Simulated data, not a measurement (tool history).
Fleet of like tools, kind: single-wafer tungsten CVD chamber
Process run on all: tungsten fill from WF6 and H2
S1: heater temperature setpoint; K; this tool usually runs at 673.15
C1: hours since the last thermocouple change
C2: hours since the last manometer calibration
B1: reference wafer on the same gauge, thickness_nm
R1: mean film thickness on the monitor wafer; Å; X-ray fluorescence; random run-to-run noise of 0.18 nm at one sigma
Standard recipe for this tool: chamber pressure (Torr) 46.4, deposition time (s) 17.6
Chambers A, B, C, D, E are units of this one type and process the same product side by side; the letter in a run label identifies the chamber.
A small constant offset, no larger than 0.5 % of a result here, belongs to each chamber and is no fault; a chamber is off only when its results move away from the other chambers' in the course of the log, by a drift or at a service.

run 1B hour=5.5 | S1=673.15 chamber_pressure_(Torr)=46.4 deposition_time_(s)=17.6 | C1=1169.6 C2=1936.4 | B1=62.722 | R1=622.1
run 2A hour=10.9 | S1=673.15 chamber_pressure_(Torr)=46.4 deposition_time_(s)=17.6 | C1=1417.2 C2=1037.7 | B1=62.704 | R1=621.28
run 3C hour=17.6 | S1=673.15 chamber_pressure_(Torr)=46.4 deposition_time_(s)=17.6 | C1=393.1 C2=2300 | B1=62.704 | R1=624.33
run 4D hour=23.8 | S1=673.15 chamber_pressure_(Torr)=46.4 deposition_time_(s)=17.6 | C1=1176 C2=832.9 | B1=62.651 | R1=629.53
run 5E hour=30.2 | S1=673.15 chamber_pressure_(Torr)=46.4 deposition_time_(s)=17.6 | C1=1679.2 C2=2362.5 | B1=62.69 | R1=625.86
run 6C hour=37.5 | S1=658.15 chamber_pressure_(Torr)=55.7 deposition_time_(s)=17.6 | C1=413 C2=2319.9 | B1=62.676 | R1=509.33
run 7A hour=42.3 | S1=658.15 chamber_pressure_(Torr)=55.7 deposition_time_(s)=17.6 | C1=1448.6 C2=1069.1 | B1=62.709 | R1=508.29
run 8B hour=46.4 | S1=658.15 chamber_pressure_(Torr)=55.7 deposition_time_(s)=17.6 | C1=1210.5 C2=1977.3 | B1=62.703 | R1=503.54
run 9E hour=50.3 | S1=658.15 chamber_pressure_(Torr)=55.7 deposition_time_(s)=17.6 | C1=1699.3 C2=2382.6 | B1=62.686 | R1=506.32
run 10D hour=54.9 | S1=658.15 chamber_pressure_(Torr)=55.7 deposition_time_(s)=17.6 | C1=1207.1 C2=864 | B1=62.711 | R1=511.53
run 11A hour=60.6 | S1=673.15 chamber_pressure_(Torr)=46.4 deposition_time_(s)=17.6 | C1=1466.9 C2=1087.4 | B1=62.633 | R1=623.4
run 12C hour=67.5 | S1=673.15 chamber_pressure_(Torr)=46.4 deposition_time_(s)=17.6 | C1=443 C2=2349.9 | B1=62.691 | R1=620.55
run 13E hour=70.7 | S1=673.15 chamber_pressure_(Torr)=46.4 deposition_time_(s)=17.6 | C1=1719.7 C2=2403 | B1=62.705 | R1=624.02
run 14D hour=74.7 | S1=673.15 chamber_pressure_(Torr)=46.4 deposition_time_(s)=17.6 | C1=1226.9 C2=883.8 | B1=62.657 | R1=627.69
run 15B hour=77.9 | S1=673.15 chamber_pressure_(Torr)=46.4 deposition_time_(s)=17.6 | C1=1242 C2=2008.8 | B1=62.712 | R1=623.84
run 16B hour=81.2 | S1=673.15 chamber_pressure_(Torr)=46.4 deposition_time_(s)=17.6 | C1=1245.3 C2=2012.1 | B1=62.697 | R1=623.02
run 17C hour=88.2 | S1=673.15 chamber_pressure_(Torr)=46.4 deposition_time_(s)=17.6 | C1=463.7 C2=2370.6 | B1=62.669 | R1=619.51
run 18A hour=92.6 | S1=673.15 chamber_pressure_(Torr)=46.4 deposition_time_(s)=17.6 | C1=1498.9 C2=1119.4 | B1=62.689 | R1=620.46
run 19D hour=97.6 | S1=673.15 chamber_pressure_(Torr)=46.4 deposition_time_(s)=17.6 | C1=1249.8 C2=906.7 | B1=62.705 | R1=627.15
run 20E hour=103.9 | S1=673.15 chamber_pressure_(Torr)=46.4 deposition_time_(s)=17.6 | C1=1752.9 C2=2436.2 | B1=62.703 | R1=623.86
run 21E hour=107.3 | S1=673.15 chamber_pressure_(Torr)=46.4 deposition_time_(s)=17.6 | C1=1756.3 C2=2439.6 | B1=62.72 | R1=621.79
run 22D hour=113.4 | S1=673.15 chamber_pressure_(Torr)=46.4 deposition_time_(s)=17.6 | C1=1265.6 C2=922.5 | B1=62.723 | R1=630.48
run 23B hour=120.4 | S1=673.15 chamber_pressure_(Torr)=46.4 deposition_time_(s)=17.6 | C1=1284.5 C2=2051.3 | B1=62.65 | R1=626.45
run 24C hour=123.7 | S1=673.15 chamber_pressure_(Torr)=46.4 deposition_time_(s)=17.6 | C1=499.2 C2=2406.1 | B1=62.761 | R1=620.42
run 25A hour=128.4 | S1=673.15 chamber_pressure_(Torr)=46.4 deposition_time_(s)=19 | C1=1534.7 C2=1155.2 | B1=62.641 | R1=672.16
-- hour=132.1 chamber B: thermocouple changed; heater temperature recalibrated
run 26D hour=133.8 | S1=673.15 chamber_pressure_(Torr)=46.4 deposition_time_(s)=19 | C1=1286 C2=942.9 | B1=62.691 | R1=679.55
run 27E hour=139.5 | S1=673.15 chamber_pressure_(Torr)=46.4 deposition_time_(s)=19 | C1=1788.5 C2=2471.8 | B1=62.667 | R1=671.76
run 28A hour=143.1 | S1=673.15 chamber_pressure_(Torr)=46.4 deposition_time_(s)=19 | C1=1549.4 C2=1169.9 | B1=62.697 | R1=671.09
run 29C hour=147.9 | S1=673.15 chamber_pressure_(Torr)=46.4 deposition_time_(s)=19 | C1=523.4 C2=2430.3 | B1=62.728 | R1=672.91
run 30B hour=155 | S1=673.15 chamber_pressure_(Torr)=46.4 deposition_time_(s)=17.6 | C1=22.9 C2=2085.9 | B1=62.68 | R1=623.64
run 31B hour=159.9 | S1=673.15 chamber_pressure_(Torr)=46.4 deposition_time_(s)=17.6 | C1=27.8 C2=2090.8 | B1=62.694 | R1=620.68
run 32E hour=165.8 | S1=673.15 chamber_pressure_(Torr)=46.4 deposition_time_(s)=17.6 | C1=1814.8 C2=2498.1 | B1=62.698 | R1=623.99
run 33D hour=171.6 | S1=673.15 chamber_pressure_(Torr)=46.4 deposition_time_(s)=17.6 | C1=1323.8 C2=980.7 | B1=62.736 | R1=625.95

Has any chamber moved away from the others, gradually or after a service, or does the common gauge drift, or do the chambers differ only by their own small steady offsets? State the chamber and the most likely cause if one applies.

No chamber stands off beyond its own small offset, and the gauge holds steady.
